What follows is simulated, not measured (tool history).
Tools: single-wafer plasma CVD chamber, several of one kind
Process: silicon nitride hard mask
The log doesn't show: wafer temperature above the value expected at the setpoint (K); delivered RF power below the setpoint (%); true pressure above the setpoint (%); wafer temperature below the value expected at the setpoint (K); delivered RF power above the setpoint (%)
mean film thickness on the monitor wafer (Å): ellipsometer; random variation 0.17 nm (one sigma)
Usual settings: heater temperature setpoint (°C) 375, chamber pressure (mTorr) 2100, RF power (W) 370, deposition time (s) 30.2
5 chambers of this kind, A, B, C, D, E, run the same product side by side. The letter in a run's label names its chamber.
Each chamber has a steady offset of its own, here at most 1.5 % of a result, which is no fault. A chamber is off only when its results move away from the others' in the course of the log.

run   hour  heater temperature setpoint (°C)  chamber pressure (mTorr)  RF power (W)  deposition time (s)  hours since the last thermocouple change  hours since the last RF generator calibration  hours since the last manometer calibration  read-back reference wafer on the same gauge, thickness_nm  mean film thickness on the monitor wafer (Å)
 1C    2.5                               375                      2100           370                 30.2                                     918.7                                          470.5                                      1007.8                                                      40.12                                        434.81
 2D    6.8                               375                      2100           370                 30.2                                     205.5                                         1637.2                                      1195.8                                                     40.132                                        429.75
 3E    9.7                               375                      2100           370                 30.2                                    1248.5                                         1710.3                                      1586.8                                                     40.104                                        430.97
 4A   12.6                               375                      2100           370                 30.2                                    1268.6                                          609.1                                      2101.7                                                     40.091                                        430.46
 5B     16                               375                      2100           370                 30.2                                       965                                         1256.5                                      1230.9                                                     40.063                                         440.8
 6D   20.7                               375                      2100           370                 30.2                                     219.4                                         1651.1                                      1209.7                                                     40.095                                        429.74
 7B   23.9                               375                      2100           370                 30.2                                     972.9                                         1264.4                                      1238.8                                                     40.063                                        438.97
 8C   26.1                               375                      2100           370                 30.2                                     942.3                                          494.1                                      1031.4                                                     40.131                                        431.89
 9E   29.7                               375                      2100           370                 30.2                                    1268.5                                         1730.3                                      1606.8                                                     40.081                                         431.2
10A   32.8                               375                      2100           370                 30.2                                    1288.8                                          629.3                                      2121.9                                                     40.125                                           433
11C     35                               375                      2100           370                 30.2                                     951.2                                            503                                      1040.3                                                     40.088                                        431.08
12B   37.8                               375                      2100           370                 30.2                                     986.8                                         1278.3                                      1252.7                                                     40.112                                        439.23
13D   40.2                               375                      2100           370                 33.3                                     238.9                                         1670.6                                      1229.2                                                     40.116                                        472.29
14A   44.2                               375                      2100           370                 33.3                                    1300.2                                          640.7                                      2133.3                                                      40.09                                        474.12
15E     48                               375                      2100           370                 33.3                                    1286.8                                         1748.6                                      1625.1                                                     40.086                                        476.96
16C   51.8                               375                      2100           370                 33.3                                       968                                          519.8                                      1057.1                                                     40.107                                        477.03
17A   53.8                               375                      2100           370                 33.3                                    1309.8                                          650.3                                      2142.9                                                     40.125                                        478.08
18D   56.5                               386                      1700           370                 30.2                                     255.2                                         1686.9                                      1245.5                                                     40.106                                         401.4
19B   60.9                               386                      1700           370                 30.2                                    1009.9                                         1301.4                                      1275.8                                                     40.075                                        412.74
      62.4  -- chamber A: capacitance manometer re-zeroed and calibrated
20E   65.6                               386                      1700           370                 30.2                                    1304.4                                         1766.2                                      1642.7                                                     40.077                                         406.9
21D   69.9                               386                      1700           370                 30.2                                     268.6                                         1700.3                                      1258.9                                                     40.097                                        403.38
22B   72.1                               386                      1700           370                 30.2                                    1021.1                                         1312.6                                        1287                                                     40.098                                         411.5
23E   75.6                               375                      2100           370                 30.2                                    1314.4                                         1776.2                                      1652.7                                                     40.072                                        431.99
24C   79.2                               375                      2100           370                 30.2                                     995.4                                          547.2                                      1084.5                                                      40.06                                        432.87
25A   82.2                               375                      2100           370                 30.2                                    1338.2                                          678.7                                        19.9                                                     40.088                                        431.52
26D   85.6                               375                      2100           370                 30.2                                     284.3                                           1716                                      1274.6                                                     40.069                                         427.9
27B   88.7                               375                      2100           370                 30.2                                    1037.7                                         1329.2                                      1303.6                                                     40.075                                        436.77
28C   93.1                               375                      2100           370                 30.2                                    1009.3                                          561.1                                      1098.4                                                     40.135                                        431.51
29E   96.3                               375                      2100           330                 30.2                                    1335.1                                         1796.9                                      1673.4                                                     40.071                                        402.65
30A   99.2                               375                      2100           330                 30.2                                    1355.2                                          695.7                                        36.9                                                      40.11                                        401.01
31A  101.6                               375                      2100           330                 30.2                                    1357.6                                          698.1                                        39.3                                                     40.108                                        400.42
32C  103.6                               375                      2100           330                 30.2                                    1019.8                                          571.6                                      1108.9                                                     40.096                                        400.72
33B  105.9                               375                      2100           330                 30.2                                    1054.9                                         1346.4                                      1320.8                                                     40.086                                        407.57
34D  110.3                               375                      2100           370                 30.2                                       309                                         1740.7                                      1299.3                                                     40.086                                        431.75
35E  114.9                               375                      2100           370                 30.2                                    1353.7                                         1815.5                                        1692                                                     40.085                                        431.56
36E    117                               375                      2100           370                 30.2                                    1355.8                                         1817.6                                      1694.1                                                     40.139                                        431.96
37B  120.9                               375                      2590           370                 30.2                                    1069.9                                         1361.4                                      1335.8                                                     40.146                                        466.56
38A  124.7                               375                      2590           370                 30.2                                    1380.7                                          721.2                                        62.4                                                     40.108                                        450.56

Is one chamber off against the others, does the gauge drift, or is nothing wrong? If a chamber is off, say which, and what the likeliest cause is.

No chamber stands off beyond its own small offset, and the gauge holds steady.

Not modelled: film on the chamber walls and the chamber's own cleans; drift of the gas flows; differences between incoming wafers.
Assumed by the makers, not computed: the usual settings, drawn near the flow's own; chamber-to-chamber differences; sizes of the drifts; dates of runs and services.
